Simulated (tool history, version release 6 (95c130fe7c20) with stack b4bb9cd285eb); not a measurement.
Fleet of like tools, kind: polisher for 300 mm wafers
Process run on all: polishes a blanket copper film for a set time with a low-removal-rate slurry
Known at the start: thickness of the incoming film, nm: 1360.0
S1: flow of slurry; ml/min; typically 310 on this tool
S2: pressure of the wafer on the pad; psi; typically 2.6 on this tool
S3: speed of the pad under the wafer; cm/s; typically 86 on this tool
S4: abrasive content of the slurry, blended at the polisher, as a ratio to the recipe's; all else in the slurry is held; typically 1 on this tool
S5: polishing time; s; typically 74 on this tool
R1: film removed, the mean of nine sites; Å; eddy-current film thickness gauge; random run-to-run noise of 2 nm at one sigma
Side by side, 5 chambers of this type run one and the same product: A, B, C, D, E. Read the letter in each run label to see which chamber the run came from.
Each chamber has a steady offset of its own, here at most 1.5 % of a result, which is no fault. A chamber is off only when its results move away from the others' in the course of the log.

| run | hour | S1 | S2 | S3 | S4 | S5 | R1 |
|---|---|---|---|---|---|---|---|
| 1D | 10.9 | 310 | 2.6 | 86 | 1 | 74 | 1443.1 |
|  | 12.2 | chamber A: worn pad replaced by a new one |
|  | 16.1 | chamber C: worn pad replaced by a new one |
| 2E | 20.9 | 310 | 2.6 | 86 | 1 | 74 | 1464.6 |
| 3C | 31.5 | 310 | 2.6 | 86 | 1 | 74 | 1510.3 |
|  | 31.6 | chamber D: worn pad replaced by a new one |
| 4A | 45.4 | 310 | 2.6 | 86 | 1 | 74 | 1422.4 |
|  | 53.8 | chamber B: worn pad replaced by a new one |
| 5B | 56.1 | 310 | 2.6 | 86 | 1 | 74 | 1436.9 |
| 6A | 67.5 | 310 | 2.6 | 86 | 1 | 74 | 1461.2 |
|  | 73.3 | chamber C: worn pad replaced by a new one |
| 7E | 78 | 310 | 2.6 | 86 | 1 | 74 | 1427.3 |
| 8C | 87.1 | 310 | 2.6 | 86 | 1 | 74 | 1457.5 |
|  | 90.7 | chamber B: head pressure recalibrated |
| 9B | 95.6 | 310 | 2.6 | 86 | 1 | 74 | 1471.6 |
|  | 97.2 | chamber A: worn pad replaced by a new one |
| 10D | 105.4 | 310 | 3.2 | 70 | 1 | 74 | 1444.1 |
|  | 113.4 | chamber B: slurry nozzle cleaned |
| 11E | 116.3 | 310 | 3.2 | 70 | 1 | 74 | 1432.5 |
| 12B | 124.2 | 310 | 3.2 | 70 | 1 | 74 | 1485.3 |
|  | 128.5 | chamber D: worn pad replaced by a new one |
| 13A | 134.1 | 310 | 3.2 | 70 | 1 | 74 | 1437.1 |
|  | 135.1 | chamber E: head pressure recalibrated |
|  | 138.9 | chamber A: slurry blender recalibrated |
|  | 145.5 | chamber C: worn pad replaced by a new one |
| 14D | 147.1 | 310 | 3.2 | 70 | 1 | 74 | 1462.5 |
| 15C | 157.5 | 310 | 2.6 | 86 | 1 | 74 | 1470.4 |
|  | 158 | chamber A: slurry nozzle cleaned |
|  | 164 | chamber D: slurry nozzle cleaned |
| 16C | 164.8 | 310 | 2.6 | 86 | 1 | 74 | 1450.3 |
|  | 170.5 | chamber A: worn pad replaced by a new one |
|  | 171 | chamber B: worn pad replaced by a new one |
| 17D | 172.4 | 310 | 2.6 | 86 | 1 | 74 | 1414.4 |
| 18A | 185 | 310 | 2.6 | 86 | 1 | 74 | 1461.9 |
| 19B | 195.1 | 310 | 2.6 | 86 | 1 | 74 | 1460.2 |
| 20E | 208.5 | 310 | 2.6 | 86 | 1 | 74 | 1378.1 |
|  | 209.5 | chamber D: slurry blender recalibrated |
|  | 217.1 | chamber C: worn pad replaced by a new one |
| 21B | 217.1 | 310 | 2.6 | 86 | 1 | 74 | 1432.4 |
|  | 222.2 | chamber B: slurry blender recalibrated |
|  | 224.2 | chamber D: worn pad replaced by a new one |
| 22E | 224.8 | 310 | 2.6 | 86 | 1 | 74 | 1350.5 |
| 23A | 234.6 | 310 | 2.6 | 86 | 1 | 74 | 1436.5 |
|  | 239.1 | chamber A: worn pad replaced by a new one |
| 24D | 243.3 | 310 | 2.6 | 86 | 1 | 74 | 1439.8 |
| 25C | 250.4 | 310 | 2.6 | 86 | 1 | 74 | 1438.6 |
| 26D | 258.8 | 310 | 2.6 | 86 | 1 | 74 | 1427.1 |
| 27B | 268 | 310 | 2.6 | 64 | 1.15 | 74 | 1108.9 |
|  | 277.6 | chamber C: slurry blender recalibrated |
| 28C | 279.7 | 310 | 2.6 | 64 | 1.15 | 74 | 1130.6 |
| 29E | 288.3 | 310 | 2.6 | 64 | 1.15 | 74 | 1004.2 |
|  | 294.9 | chamber A: head pressure recalibrated |
| 30A | 295.4 | 310 | 2.6 | 64 | 1.15 | 74 | 1131.5 |

Is one chamber off against the others, does the gauge drift, or is nothing wrong? If a chamber is off, say which, and what the likeliest cause is.

Little by little, chamber E moves away from the other chambers.
Most likely cause: removal rate lost through wear of the pad, % = 9.63.
The log may not separate it from: abrasive missing from the slurry, %.

Which of the 4 candidates below, each the usual settings with something changed and its results left as question marks, puts chamber E back in line with what the other chambers give on the usual settings?
Maximum distance from the other chambers' mean on the usual settings for a result to count as in line: R1 70 Å
| 31E-1 | 305.4 | 310 | 2.6 | 84 | 1 | 74 | ? |
| 31E-2 | 305.4 | 310 | 2.5 | 86 | 1 | 70 | ? |
| 31E-3 | 305.4 | 310 | 2.6 | 88 | 1 | 75 | ? |
| 31E-4 | 305.4 | 390 | 2.6 | 86 | 1.4 | 74 | ? |

Other chambers, usual settings, mean: R1 1448.6 Å
| run | R1 |
|---|---|
| 31E-1 | 1273.4 |
| 31E-2 | 1185.1 |
| 31E-3 | 1351.1 |
| 31E-4 | 1432.8 |
The answer is 31E-4, which returns the chamber to within the allowed miss of the others.
